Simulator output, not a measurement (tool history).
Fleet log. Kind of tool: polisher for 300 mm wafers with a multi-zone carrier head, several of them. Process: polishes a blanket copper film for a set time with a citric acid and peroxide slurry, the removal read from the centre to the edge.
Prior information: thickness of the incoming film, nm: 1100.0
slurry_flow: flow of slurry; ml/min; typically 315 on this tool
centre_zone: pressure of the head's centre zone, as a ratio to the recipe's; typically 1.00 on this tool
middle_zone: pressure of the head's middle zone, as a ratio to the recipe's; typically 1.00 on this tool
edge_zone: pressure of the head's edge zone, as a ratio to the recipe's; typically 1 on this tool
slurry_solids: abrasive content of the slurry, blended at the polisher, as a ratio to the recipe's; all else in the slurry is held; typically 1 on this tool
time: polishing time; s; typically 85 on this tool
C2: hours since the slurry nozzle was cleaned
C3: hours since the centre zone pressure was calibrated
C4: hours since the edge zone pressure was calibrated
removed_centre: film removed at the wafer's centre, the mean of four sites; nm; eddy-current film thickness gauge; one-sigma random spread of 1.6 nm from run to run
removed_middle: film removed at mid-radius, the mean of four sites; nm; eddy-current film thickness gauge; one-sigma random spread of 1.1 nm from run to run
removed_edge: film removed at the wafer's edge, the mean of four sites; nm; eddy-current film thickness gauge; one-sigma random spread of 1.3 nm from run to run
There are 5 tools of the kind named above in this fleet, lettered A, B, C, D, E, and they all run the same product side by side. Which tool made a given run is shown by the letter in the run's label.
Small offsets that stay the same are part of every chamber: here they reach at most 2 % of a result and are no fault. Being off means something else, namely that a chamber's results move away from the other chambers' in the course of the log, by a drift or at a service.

Run 1A, hour 7.3: usual settings; wafers polished on this pad 344; C2 25.4; C3 598.2; C4 1432.7. Result: removed_centre 148.88 nm, removed_middle 148.33 nm, removed_edge 150.46 nm.
Run 2B, hour 12.7: usual settings; wafers polished on this pad 603; C2 158.3; C3 258.5; C4 557.8. Result: removed_centre 151.35 nm, removed_middle 150.13 nm, removed_edge 149.17 nm.
At hour 21.8: chamber C: slurry nozzle cleaned.
Run 3C, hour 22.1: usual settings; wafers polished on this pad 355; C2 0.4; C3 756.9; C4 362.8. Result: removed_centre 144.79 nm, removed_middle 147.32 nm, removed_edge 149.72 nm.
At hour 23.0: chamber A: edge zone pressure recalibrated.
At hour 27.2: chamber E: worn pad replaced by a new one.
Run 4E, hour 30.7: usual settings; wafers polished on this pad 30; C2 259.4; C3 433.5; C4 355.2. Result: removed_centre 144.89 nm, removed_middle 150.01 nm, removed_edge 148.32 nm.
Run 5D, hour 38.5: usual settings; wafers polished on this pad 846; C2 266.3; C3 295.6; C4 212.4. Result: removed_centre 144.02 nm, removed_middle 148.72 nm, removed_edge 147.54 nm.
Run 6D, hour 49.9: usual settings; wafers polished on this pad 944; C2 277.7; C3 307.0; C4 223.8. Result: removed_centre 145.31 nm, removed_middle 149.96 nm, removed_edge 146.42 nm.
At hour 54.5: chamber D: worn pad replaced by a new one.
Run 7A, hour 61.3: usual settings; wafers polished on this pad 808; C2 79.4; C3 652.2; C4 38.3. Result: removed_centre 146.28 nm, removed_middle 146.98 nm, removed_edge 150.43 nm.
At hour 63.9: chamber A: worn pad replaced by a new one.
Run 8B, hour 66.4: usual settings; wafers polished on this pad 1065; C2 212.0; C3 312.2; C4 611.5. Result: removed_centre 149.91 nm, removed_middle 150.38 nm, removed_edge 146.88 nm.
At hour 68.5: chamber D: slurry nozzle cleaned.
Run 9E, hour 72.9: usual settings but slurry_flow 375 ml/min, time 74 s; wafers polished on this pad 393; C2 301.6; C3 475.7; C4 397.4. Result: removed_centre 130.71 nm, removed_middle 133.69 nm, removed_edge 128.71 nm.
At hour 77.7: chamber B: worn pad replaced by a new one.
Run 10C, hour 79.8: usual settings but slurry_flow 375 ml/min, time 74 s; wafers polished on this pad 851; C2 58.1; C3 814.6; C4 420.5. Result: removed_centre 131.54 nm, removed_middle 130.59 nm, removed_edge 131.63 nm.
Run 11A, hour 90.1: usual settings but slurry_flow 375 ml/min, time 74 s; wafers polished on this pad 225; C2 108.2; C3 681.0; C4 67.1. Result: removed_centre 130.34 nm, removed_middle 130.38 nm, removed_edge 132.13 nm.
Run 12D, hour 97.9: usual settings but slurry_flow 375 ml/min, time 74 s; wafers polished on this pad 373; C2 29.5; C3 355.0; C4 271.8. Result: removed_centre 130.05 nm, removed_middle 133.09 nm, removed_edge 129.27 nm.
Run 13B, hour 109.4: usual settings but slurry_flow 375 ml/min, time 74 s; wafers polished on this pad 273; C2 255.0; C3 355.2; C4 654.5. Result: removed_centre 131.27 nm, removed_middle 130.38 nm, removed_edge 130.53 nm.
Run 14E, hour 120.6: usual settings; wafers polished on this pad 803; C2 349.3; C3 523.4; C4 445.1. Result: removed_centre 147.10 nm, removed_middle 149.70 nm, removed_edge 148.75 nm.
Run 15C, hour 126.2: usual settings; wafers polished on this pad 1249; C2 104.5; C3 861.0; C4 466.9. Result: removed_centre 143.78 nm, removed_middle 147.84 nm, removed_edge 151.61 nm.
Run 16D, hour 132.4: usual settings; wafers polished on this pad 669; C2 64.0; C3 389.5; C4 306.3. Result: removed_centre 146.01 nm, removed_middle 149.23 nm, removed_edge 146.70 nm.
At hour 138.7: chamber C: worn pad replaced by a new one.
Run 17A, hour 141.8: usual settings but middle_zone 0.96; wafers polished on this pad 669; C2 159.9; C3 732.7; C4 118.8. Result: removed_centre 147.96 nm, removed_middle 143.36 nm, removed_edge 148.56 nm.
At hour 144.1: chamber E: worn pad replaced by a new one.
Run 18C, hour 150.9: usual settings but middle_zone 0.96; wafers polished on this pad 104; C2 129.2; C3 885.7; C4 491.6. Result: removed_centre 147.19 nm, removed_middle 141.60 nm, removed_edge 148.99 nm.
At hour 153.8: chamber A: worn pad replaced by a new one.
Run 19E, hour 157.8: usual settings but middle_zone 0.96; wafers polished on this pad 118; C2 386.5; C3 560.6; C4 482.3. Result: removed_centre 149.36 nm, removed_middle 143.63 nm, removed_edge 149.68 nm.
Run 20B, hour 168.3: usual settings but middle_zone 0.96; wafers polished on this pad 779; C2 313.9; C3 414.1; C4 713.4. Result: removed_centre 148.79 nm, removed_middle 143.82 nm, removed_edge 147.75 nm.
Run 21C, hour 175.6: usual settings but middle_zone 0.96; wafers polished on this pad 317; C2 153.9; C3 910.4; C4 516.3. Result: removed_centre 147.53 nm, removed_middle 142.47 nm, removed_edge 150.90 nm.
At hour 177.6: chamber D: worn pad replaced by a new one.
Run 22A, hour 180.7: usual settings; wafers polished on this pad 231; C2 198.8; C3 771.6; C4 157.7. Result: removed_centre 143.51 nm, removed_middle 144.89 nm, removed_edge 147.90 nm.
Run 23E, hour 190.2: usual settings but slurry_flow 375 ml/min; wafers polished on this pad 396; C2 418.9; C3 593.0; C4 514.7. Result: removed_centre 148.44 nm, removed_middle 155.94 nm, removed_edge 151.22 nm.
Run 24D, hour 201.6: usual settings but slurry_flow 375 ml/min; wafers polished on this pad 206; C2 133.2; C3 458.7; C4 375.5. Result: removed_centre 150.79 nm, removed_middle 150.95 nm, removed_edge 149.50 nm.
At hour 207.4: chamber B: worn pad replaced by a new one.
Run 25B, hour 209.2: usual settings but slurry_flow 375 ml/min; wafers polished on this pad 15; C2 354.8; C3 455.0; C4 754.3. Result: removed_centre 151.21 nm, removed_middle 153.40 nm, removed_edge 149.33 nm.
At hour 213.4: chamber E: edge zone pressure recalibrated.
Run 26C, hour 215.6: usual settings but slurry_flow 375 ml/min; wafers polished on this pad 661; C2 193.9; C3 950.4; C4 556.3. Result: removed_centre 153.25 nm, removed_middle 149.93 nm, removed_edge 152.85 nm.
At hour 222.9: chamber B: slurry nozzle cleaned.
Run 27A, hour 224.8: usual settings but slurry_flow 375 ml/min; wafers polished on this pad 610; C2 242.9; C3 815.7; C4 201.8. Result: removed_centre 143.41 nm, removed_middle 149.55 nm, removed_edge 149.33 nm.
Run 28B, hour 236.4: usual settings; wafers polished on this pad 249; C2 13.6; C3 482.2; C4 781.5. Result: removed_centre 148.17 nm, removed_middle 150.32 nm, removed_edge 144.93 nm.
Run 29E, hour 241.7: usual settings; wafers polished on this pad 839; C2 470.4; C3 644.5; C4 28.3. Result: removed_centre 146.23 nm, removed_middle 150.79 nm, removed_edge 151.97 nm.
Run 30D, hour 247.2: usual settings; wafers polished on this pad 598; C2 178.8; C3 504.3; C4 421.1. Result: removed_centre 149.71 nm, removed_middle 147.46 nm, removed_edge 148.05 nm.
Run 31D, hour 257.1: usual settings; wafers polished on this pad 683; C2 188.7; C3 514.2; C4 431.0. Result: removed_centre 148.63 nm, removed_middle 149.38 nm, removed_edge 146.50 nm.

Is one chamber off against the others, does the gauge drift, or is nothing wrong? If a chamber is off, say which, and what the likeliest cause is.

Little by little, chamber A moves away from the other chambers.
Likeliest cause: centre zone's pressure below its setpoint, % = 6.13.

Which of the 4 candidates below, each the usual settings with something changed and its results left as question marks, puts chamber A back in line with what the other chambers give on the usual settings?
In-line tolerance around the mean of the other chambers on the usual settings: removed_centre 5.70 nm; removed_middle 3.80 nm; removed_edge 4.40 nm
Run 32A-1, hour 265.5: usual settings but slurry_flow 320 ml/min, centre_zone 1.04, edge_zone 0.98, time 86 s. Result: removed_centre ?, removed_middle ?, removed_edge ?.
Run 32A-2, hour 265.5: usual settings but slurry_flow 325 ml/min, centre_zone 1.09, edge_zone 0.95, time 87 s. Result: removed_centre ?, removed_middle ?, removed_edge ?.
Run 32A-3, hour 265.5: usual settings but slurry_flow 305 ml/min, centre_zone 0.91, edge_zone 1.05, time 83 s. Result: removed_centre ?, removed_middle ?, removed_edge ?.
Run 32A-4, hour 265.5: usual settings but slurry_flow 310 ml/min, centre_zone 0.96, edge_zone 1.02, time 84 s. Result: removed_centre ?, removed_middle ?, removed_edge ?.

On the usual settings, the other chambers give on average: removed_centre 147.37 nm; removed_middle 149.29 nm; removed_edge 148.48 nm
  run  removed_centre  removed_middle  removed_edge
32A-1          148.15          150.15        148.94
32A-2          157.96          152.07        148.40
32A-3          122.92          144.36        148.64
32A-4          132.16          146.29        148.27
32A-1 is the one that brings the chamber's results back in line with the other chambers.
